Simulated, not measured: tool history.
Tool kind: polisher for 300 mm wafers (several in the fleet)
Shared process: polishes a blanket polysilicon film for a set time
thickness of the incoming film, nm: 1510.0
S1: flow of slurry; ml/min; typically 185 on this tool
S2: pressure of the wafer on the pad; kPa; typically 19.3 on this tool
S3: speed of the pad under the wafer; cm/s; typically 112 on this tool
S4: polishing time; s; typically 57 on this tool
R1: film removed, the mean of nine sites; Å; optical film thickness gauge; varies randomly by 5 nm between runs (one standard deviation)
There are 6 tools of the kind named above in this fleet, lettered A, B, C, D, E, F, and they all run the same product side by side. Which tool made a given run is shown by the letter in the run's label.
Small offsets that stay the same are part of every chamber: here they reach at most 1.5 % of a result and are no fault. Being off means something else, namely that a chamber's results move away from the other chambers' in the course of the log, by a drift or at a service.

run 1A day=0.096 | S1=185 S2=19.3 S3=112 S4=57 | R1=4907.0
run 2C day=0.283 | S1=185 S2=19.3 S3=112 S4=57 | R1=4847.0
-- day=0.371 chamber B: worn pad replaced by a new one
-- day=0.421 chamber C: worn pad replaced by a new one
run 3E day=0.446 | S1=185 S2=19.3 S3=112 S4=57 | R1=4753.3
run 4B day=0.629 | S1=185 S2=19.3 S3=112 S4=57 | R1=4869.5
run 5D day=0.779 | S1=185 S2=25.5 S3=112 S4=67 | R1=7662.2
run 6F day=0.971 | S1=185 S2=25.5 S3=112 S4=67 | R1=7442.8
run 7F day=1.146 | S1=185 S2=25.5 S3=112 S4=67 | R1=7569.1
run 8A day=1.333 | S1=185 S2=25.5 S3=112 S4=67 | R1=7514.5
-- day=1.338 chamber D: worn pad replaced by a new one
run 9E day=1.462 | S1=185 S2=25.5 S3=112 S4=67 | R1=7397.2
-- day=1.629 chamber F: worn pad replaced by a new one
run 10C day=1.654 | S1=185 S2=25.5 S3=112 S4=67 | R1=7631.2
run 11D day=1.754 | S1=185 S2=19.3 S3=112 S4=57 | R1=4868.4
run 12B day=1.842 | S1=185 S2=19.3 S3=148 S4=57 | R1=6379.5
run 13A day=1.967 | S1=185 S2=19.3 S3=148 S4=57 | R1=6429.3
-- day=2.021 chamber F: head pressure recalibrated
run 14E day=2.054 | S1=185 S2=19.3 S3=148 S4=57 | R1=6319.3
-- day=2.188 chamber A: worn pad replaced by a new one
run 15D day=2.233 | S1=185 S2=19.3 S3=148 S4=57 | R1=6449.7
-- day=2.346 chamber F: slurry nozzle cleaned
run 16C day=2.379 | S1=185 S2=19.3 S3=148 S4=57 | R1=6355.3
-- day=2.388 chamber B: worn pad replaced by a new one
run 17F day=2.562 | S1=185 S2=19.3 S3=148 S4=57 | R1=5696.6
run 18B day=2.717 | S1=215 S2=19.3 S3=100 S4=57 | R1=4313.0
run 19B day=2.900 | S1=215 S2=19.3 S3=100 S4=57 | R1=4474.6
run 20F day=3.012 | S1=215 S2=19.3 S3=100 S4=57 | R1=3958.2
run 21D day=3.204 | S1=215 S2=19.3 S3=100 S4=57 | R1=4421.9
-- day=3.217 chamber E: head pressure recalibrated
-- day=3.379 chamber F: worn pad replaced by a new one
run 22A day=3.392 | S1=215 S2=19.3 S3=100 S4=57 | R1=4461.3
-- day=3.429 chamber E: worn pad replaced by a new one
-- day=3.458 chamber C: worn pad replaced by a new one
run 23C day=3.475 | S1=215 S2=19.3 S3=100 S4=57 | R1=4440.4
run 24E day=3.612 | S1=185 S2=19.3 S3=112 S4=57 | R1=4765.8
run 25C day=3.750 | S1=185 S2=19.3 S3=112 S4=57 | R1=4865.1
run 26B day=3.862 | S1=185 S2=19.3 S3=112 S4=57 | R1=4809.6
run 27D day=3.967 | S1=185 S2=19.3 S3=112 S4=57 | R1=4888.4
run 28F day=4.100 | S1=185 S2=19.3 S3=112 S4=57 | R1=4373.3
run 29A day=4.192 | S1=185 S2=13.8 S3=112 S4=57 | R1=3539.7
run 30E day=4.279 | S1=185 S2=13.8 S3=112 S4=57 | R1=3441.1
run 31F day=4.429 | S1=185 S2=13.8 S3=112 S4=57 | R1=3077.3
run 32C day=4.517 | S1=185 S2=13.8 S3=112 S4=57 | R1=3436.8
-- day=4.579 chamber D: slurry nozzle cleaned
-- day=4.612 chamber A: slurry nozzle cleaned
run 33A day=4.617 | S1=185 S2=13.8 S3=112 S4=57 | R1=3470.1
-- day=4.671 chamber B: worn pad replaced by a new one
run 34D day=4.708 | S1=185 S2=13.8 S3=112 S4=57 | R1=3434.8
run 35B day=4.858 | S1=185 S2=19.3 S3=112 S4=57 | R1=4713.8
run 36E day=4.950 | S1=185 S2=19.3 S3=112 S4=57 | R1=4874.8
run 37B day=5.096 | S1=185 S2=19.3 S3=112 S4=57 | R1=4836.8
run 38F day=5.183 | S1=185 S2=19.3 S3=112 S4=57 | R1=4249.6
run 39A day=5.333 | S1=185 S2=19.3 S3=112 S4=57 | R1=4845.7
run 40D day=5.446 | S1=185 S2=19.3 S3=112 S4=57 | R1=4944.6
run 41E day=5.638 | S1=185 S2=19.3 S3=112 S4=75 | R1=6263.1

What goes on in this fleet: one chamber off, a drifting gauge, or nothing beyond the chambers' own small offsets? Name the chamber and the cause, if any.

Chamber F came out of a service off from its peers and stayed that way.
Most likely cause: head's pressure below its setpoint, % = 11.

Which of the 4 candidates below, each the usual settings with something changed and its results left as question marks, puts chamber F back in line with what the other chambers give on the usual settings?
Allowed miss from the other chambers' usual-settings mean, per result, to count as in line: R1 180.0 Å
run 42F-1 day=5.779 | S1=190 S2=19.3 S3=112 S4=72 | R1=?
run 42F-2 day=5.779 | S1=185 S2=17.9 S3=106 S4=57 | R1=?
run 42F-3 day=5.779 | S1=185 S2=19.3 S3=88 S4=57 | R1=?
run 42F-4 day=5.779 | S1=185 S2=20.0 S3=116 S4=59 | R1=?

The other chambers' mean on the usual settings: R1 4844.9 Å
run=42F-1 R1=5498.1
run=42F-2 R1=3812.5
run=42F-3 R1=3406.1
run=42F-4 R1=4814.0
42F-4 puts the chamber back in line with the other chambers.
